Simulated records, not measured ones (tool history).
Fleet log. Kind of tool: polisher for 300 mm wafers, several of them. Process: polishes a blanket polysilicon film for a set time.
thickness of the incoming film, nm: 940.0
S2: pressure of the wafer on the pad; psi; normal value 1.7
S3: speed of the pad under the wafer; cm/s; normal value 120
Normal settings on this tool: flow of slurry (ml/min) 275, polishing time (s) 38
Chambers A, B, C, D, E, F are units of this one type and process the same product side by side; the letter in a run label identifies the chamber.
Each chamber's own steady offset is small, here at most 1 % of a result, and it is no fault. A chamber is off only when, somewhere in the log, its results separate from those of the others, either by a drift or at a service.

Run 1C, hour 5.4: usual settings. Result: film removed (angstrom) 1861.4.
At hour 9.9: chamber F: worn pad replaced by a new one.
Run 2B, hour 11.1: usual settings. Result: film removed (angstrom) 1884.
At hour 11.6: chamber E: worn pad replaced by a new one.
At hour 13.9: chamber D: worn pad replaced by a new one.
Run 3E, hour 14.9: usual settings. Result: film removed (angstrom) 1885.7.
Run 4D, hour 20.7: usual settings. Result: film removed (angstrom) 1831.8.
At hour 25.3: chamber B: worn pad replaced by a new one.
Run 5F, hour 26.9: usual settings. Result: film removed (angstrom) 1851.4.
Run 6A, hour 30.5: usual settings. Result: film removed (angstrom) 1861.
At hour 34.4: chamber A: worn pad replaced by a new one.
Run 7F, hour 35.2: usual settings. Result: film removed (angstrom) 1853.
Run 8B, hour 38.6: usual settings but S2 1.2 psi. Result: film removed (angstrom) 1299.3.
Run 9E, hour 43.7: usual settings but S2 1.2 psi. Result: film removed (angstrom) 1319.9.
At hour 45.8: chamber F: slurry nozzle cleaned.
Run 10D, hour 47.4: usual settings but S2 1.2 psi. Result: film removed (angstrom) 1316.9.
At hour 51.2: chamber D: worn pad replaced by a new one.
Run 11A, hour 52.3: usual settings but S2 1.2 psi. Result: film removed (angstrom) 1315.8.
At hour 57.2: chamber F: worn pad replaced by a new one.
Run 12C, hour 58.3: usual settings but S2 1.2 psi. Result: film removed (angstrom) 1302.3.
Run 13C, hour 64.6: usual settings but S2 1.2 psi. Result: film removed (angstrom) 1321.7.
Run 14A, hour 70: usual settings. Result: film removed (angstrom) 1888.2.
Run 15D, hour 74: usual settings. Result: film removed (angstrom) 1853.1.
At hour 75.6: chamber C: worn pad replaced by a new one.
Run 16F, hour 79.4: usual settings. Result: film removed (angstrom) 1869.8.
At hour 81.7: chamber D: slurry nozzle cleaned.
Run 17B, hour 85.2: usual settings. Result: film removed (angstrom) 1891.2.
At hour 91: chamber D: worn pad replaced by a new one.
Run 18E, hour 91.6: usual settings. Result: film removed (angstrom) 1891.6.
At hour 95: chamber E: worn pad replaced by a new one.
Run 19C, hour 95.1: usual settings. Result: film removed (angstrom) 1869.
Run 20F, hour 100.7: usual settings. Result: film removed (angstrom) 1847.8.
At hour 101.2: chamber F: worn pad replaced by a new one.
Run 21B, hour 104.7: usual settings. Result: film removed (angstrom) 1863.1.
Run 22D, hour 108.7: usual settings. Result: film removed (angstrom) 1870.8.
At hour 110.6: chamber B: worn pad replaced by a new one.
At hour 112.1: chamber B: slurry nozzle cleaned.
Run 23E, hour 115.4: usual settings. Result: film removed (angstrom) 1870.6.
At hour 119.1: chamber A: worn pad replaced by a new one.
Run 24A, hour 121.6: usual settings but flow of slurry (ml/min) 215, polishing time (s) 44. Result: film removed (angstrom) 2103.4.
At hour 127: chamber D: head pressure recalibrated.
Run 25D, hour 128.4: usual settings but flow of slurry (ml/min) 215, polishing time (s) 44. Result: film removed (angstrom) 2084.
At hour 128.8: chamber D: worn pad replaced by a new one.
Run 26B, hour 132.4: usual settings but flow of slurry (ml/min) 215, polishing time (s) 44. Result: film removed (angstrom) 2112.6.
Run 27E, hour 138.3: usual settings but flow of slurry (ml/min) 215, polishing time (s) 44. Result: film removed (angstrom) 2120.
Run 28A, hour 141.7: usual settings but flow of slurry (ml/min) 215, polishing time (s) 44. Result: film removed (angstrom) 2065.9.
At hour 142.3: chamber F: worn pad replaced by a new one.
Run 29C, hour 145.8: usual settings but flow of slurry (ml/min) 215, polishing time (s) 44. Result: film removed (angstrom) 2100.8.
Run 30F, hour 151.5: usual settings. Result: film removed (angstrom) 1877.8.
At hour 152.8: chamber C: worn pad replaced by a new one.
Run 31B, hour 155.7: usual settings. Result: film removed (angstrom) 1868.7.
Run 32E, hour 161.6: usual settings. Result: film removed (angstrom) 1892.
Run 33C, hour 166.1: usual settings. Result: film removed (angstrom) 1864.9.
At hour 168.7: chamber E: worn pad replaced by a new one.
At hour 171.1: chamber D: worn pad replaced by a new one.
Run 34A, hour 172: usual settings but S2 2 psi. Result: film removed (angstrom) 2188.8.
Run 35D, hour 178.6: usual settings but S2 2 psi. Result: film removed (angstrom) 2173.9.
Run 36F, hour 182.8: usual settings but S2 2 psi. Result: film removed (angstrom) 2207.9.
Run 37E, hour 188.3: usual settings but S2 2 psi. Result: film removed (angstrom) 2236.9.
At hour 188.5: chamber F: worn pad replaced by a new one.
Run 38B, hour 193.3: usual settings but S2 2 psi. Result: film removed (angstrom) 2234.7.
Run 39F, hour 198.2: usual settings but S2 2 psi. Result: film removed (angstrom) 2215.
Run 40C, hour 201.7: usual settings. Result: film removed (angstrom) 1889.8.

Which is it: a chamber that has drifted or been left off by a service, a gauge drift common to all chambers, or only each chamber's usual small offset? If a chamber is off, name it and its likeliest cause.

The fleet is healthy, with each chamber sitting at its usual small offset and no drift in the gauge.
